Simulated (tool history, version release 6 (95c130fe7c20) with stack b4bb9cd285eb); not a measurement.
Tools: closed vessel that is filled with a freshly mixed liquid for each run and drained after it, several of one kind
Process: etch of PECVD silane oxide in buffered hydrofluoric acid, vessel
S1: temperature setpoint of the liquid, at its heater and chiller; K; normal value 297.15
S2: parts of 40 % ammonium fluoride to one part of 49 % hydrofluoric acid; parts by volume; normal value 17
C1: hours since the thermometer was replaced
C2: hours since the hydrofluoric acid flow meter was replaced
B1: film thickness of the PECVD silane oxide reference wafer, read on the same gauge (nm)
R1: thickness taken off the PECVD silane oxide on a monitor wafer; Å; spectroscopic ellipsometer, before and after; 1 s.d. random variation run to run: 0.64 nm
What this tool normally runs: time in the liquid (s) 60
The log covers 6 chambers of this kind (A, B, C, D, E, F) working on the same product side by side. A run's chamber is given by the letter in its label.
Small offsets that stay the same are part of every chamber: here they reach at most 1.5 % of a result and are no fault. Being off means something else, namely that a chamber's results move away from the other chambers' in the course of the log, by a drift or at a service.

{"run": "1A", "day": 0.625, "S1": 297.15, "S2": 17, "time in the liquid (s)": 60, "C1": 1818.2, "C2": 221.3, "B1": 139.98, "R1": 743.87}
{"run": "2D", "day": 0.988, "S1": 297.15, "S2": 17, "time in the liquid (s)": 60, "C1": 324.5, "C2": 78.9, "B1": 140.01, "R1": 749.63}
{"run": "3E", "day": 1.404, "S1": 297.15, "S2": 17, "time in the liquid (s)": 60, "C1": 2149.7, "C2": 515.8, "B1": 140.0, "R1": 753.61}
{"run": "4B", "day": 1.733, "S1": 297.15, "S2": 17, "time in the liquid (s)": 60, "C1": 448.7, "C2": 142.7, "B1": 140.0, "R1": 746.78}
{"run": "5F", "day": 2.304, "S1": 297.15, "S2": 17, "time in the liquid (s)": 60, "C1": 1761.5, "C2": 80.4, "B1": 140.03, "R1": 750.95}
{"run": "6C", "day": 2.646, "S1": 297.15, "S2": 17, "time in the liquid (s)": 60, "C1": 100.0, "C2": 789.9, "B1": 140.02, "R1": 741.9}
{"run": "7F", "day": 3.15, "S1": 297.15, "S2": 17, "time in the liquid (s)": 60, "C1": 1781.8, "C2": 100.7, "B1": 140.02, "R1": 749.78}
{"run": "8D", "day": 3.55, "S1": 297.15, "S2": 17, "time in the liquid (s)": 60, "C1": 386.0, "C2": 140.4, "B1": 140.01, "R1": 747.53}
{"run": "9E", "day": 4.029, "S1": 297.15, "S2": 17, "time in the liquid (s)": 60, "C1": 2212.7, "C2": 578.8, "B1": 139.96, "R1": 756.49}
{"run": "10C", "day": 4.512, "S1": 297.15, "S2": 17, "time in the liquid (s)": 40, "C1": 144.8, "C2": 834.7, "B1": 140.0, "R1": 502.14}
{"run": "11B", "day": 5.142, "S1": 297.15, "S2": 17, "time in the liquid (s)": 40, "C1": 530.5, "C2": 224.5, "B1": 140.01, "R1": 500.63}
{"run": "12A", "day": 5.529, "S1": 297.15, "S2": 17, "time in the liquid (s)": 40, "C1": 1935.9, "C2": 339.0, "B1": 140.0, "R1": 502.44}
{"day": 5.583, "done": "chamber E: hydrofluoric acid flow meter replaced"}
{"run": "13F", "day": 6.058, "S1": 297.15, "S2": 17, "time in the liquid (s)": 40, "C1": 1851.6, "C2": 170.5, "B1": 140.01, "R1": 506.98}
{"run": "14A", "day": 6.517, "S1": 297.15, "S2": 17, "time in the liquid (s)": 40, "C1": 1959.6, "C2": 362.7, "B1": 139.99, "R1": 499.63}
{"run": "15E", "day": 6.821, "S1": 297.15, "S2": 17, "time in the liquid (s)": 40, "C1": 2279.7, "C2": 29.7, "B1": 140.01, "R1": 500.72}
{"run": "16D", "day": 7.342, "S1": 297.15, "S2": 17, "time in the liquid (s)": 60, "C1": 477.0, "C2": 231.4, "B1": 139.99, "R1": 739.61}
{"run": "17B", "day": 7.904, "S1": 297.15, "S2": 17, "time in the liquid (s)": 60, "C1": 596.8, "C2": 290.8, "B1": 140.05, "R1": 747.51}
{"run": "18C", "day": 8.592, "S1": 297.15, "S2": 17, "time in the liquid (s)": 60, "C1": 242.7, "C2": 932.6, "B1": 139.98, "R1": 742.74}
{"run": "19C", "day": 9.133, "S1": 297.15, "S2": 17, "time in the liquid (s)": 60, "C1": 255.7, "C2": 945.6, "B1": 140.01, "R1": 753.93}
{"run": "20D", "day": 9.567, "S1": 297.15, "S2": 17, "time in the liquid (s)": 60, "C1": 530.4, "C2": 284.8, "B1": 139.98, "R1": 745.81}
{"run": "21B", "day": 10.262, "S1": 297.15, "S2": 17, "time in the liquid (s)": 60, "C1": 653.4, "C2": 347.4, "B1": 140.0, "R1": 751.45}
{"run": "22E", "day": 10.829, "S1": 297.15, "S2": 17, "time in the liquid (s)": 60, "C1": 2375.9, "C2": 125.9, "B1": 139.99, "R1": 753.25}
{"run": "23A", "day": 11.275, "S1": 297.15, "S2": 17, "time in the liquid (s)": 60, "C1": 2073.8, "C2": 476.9, "B1": 140.05, "R1": 756.79}
{"run": "24F", "day": 11.833, "S1": 297.15, "S2": 17, "time in the liquid (s)": 60, "C1": 1990.2, "C2": 309.1, "B1": 140.01, "R1": 743.84}
{"day": 11.954, "done": "chamber A: thermometer replaced"}
{"day": 12.188, "done": "chamber F: thermometer replaced"}
{"run": "25E", "day": 12.492, "S1": 297.15, "S2": 17, "time in the liquid (s)": 60, "C1": 2415.8, "C2": 165.8, "B1": 139.99, "R1": 758.9}
{"run": "26C", "day": 13.117, "S1": 297.15, "S2": 17, "time in the liquid (s)": 60, "C1": 351.3, "C2": 1041.2, "B1": 139.99, "R1": 750.59}
{"run": "27F", "day": 13.762, "S1": 297.15, "S2": 17, "time in the liquid (s)": 60, "C1": 37.9, "C2": 355.4, "B1": 140.0, "R1": 749.48}
{"run": "28B", "day": 14.379, "S1": 297.15, "S2": 17, "time in the liquid (s)": 60, "C1": 752.2, "C2": 446.2, "B1": 140.01, "R1": 751.51}
{"day": 14.446, "done": "chamber D: thermometer replaced"}
{"run": "29D", "day": 14.788, "S1": 297.15, "S2": 17, "time in the liquid (s)": 60, "C1": 8.3, "C2": 410.1, "B1": 140.0, "R1": 749.96}
{"run": "30A", "day": 15.296, "S1": 297.15, "S2": 17, "time in the liquid (s)": 60, "C1": 80.3, "C2": 573.4, "B1": 139.99, "R1": 757.06}
{"run": "31B", "day": 15.712, "S1": 297.15, "S2": 17, "time in the liquid (s)": 60, "C1": 784.2, "C2": 478.2, "B1": 139.97, "R1": 749.62}
{"run": "32D", "day": 16.225, "S1": 297.15, "S2": 17, "time in the liquid (s)": 60, "C1": 42.8, "C2": 444.6, "B1": 139.99, "R1": 751.26}
{"run": "33A", "day": 16.667, "S1": 297.15, "S2": 17, "time in the liquid (s)": 60, "C1": 113.2, "C2": 606.3, "B1": 139.98, "R1": 763.62}
{"run": "34E", "day": 17.238, "S1": 297.15, "S2": 17, "time in the liquid (s)": 60, "C1": 2529.7, "C2": 279.7, "B1": 140.0, "R1": 746.78}
{"run": "35C", "day": 17.925, "S1": 297.15, "S2": 10, "time in the liquid (s)": 40, "C1": 466.7, "C2": 1156.6, "B1": 139.99, "R1": 837.24}
{"run": "36F", "day": 18.233, "S1": 297.15, "S2": 10, "time in the liquid (s)": 40, "C1": 145.2, "C2": 462.7, "B1": 140.02, "R1": 858.54}

The same settings go to every chamber for the next run, one line per chamber below. Forecast the results for each:
{"run": "37A", "day": 18.729, "S1": 301.65, "S2": 17, "time in the liquid (s)": 60, "R1": "?"}
{"run": "37B", "day": 18.729, "S1": 301.65, "S2": 17, "time in the liquid (s)": 60, "R1": "?"}
{"run": "37C", "day": 18.729, "S1": 301.65, "S2": 17, "time in the liquid (s)": 60, "R1": "?"}
{"run": "37D", "day": 18.729, "S1": 301.65, "S2": 17, "time in the liquid (s)": 60, "R1": "?"}
{"run": "37E", "day": 18.729, "S1": 301.65, "S2": 17, "time in the liquid (s)": 60, "R1": "?"}
{"run": "37F", "day": 18.729, "S1": 301.65, "S2": 17, "time in the liquid (s)": 60, "R1": "?"}

run=37A R1=946.22
run=37B R1=962.40
run=37C R1=935.05
run=37D R1=950.44
run=37E R1=952.65
run=37F R1=963.85
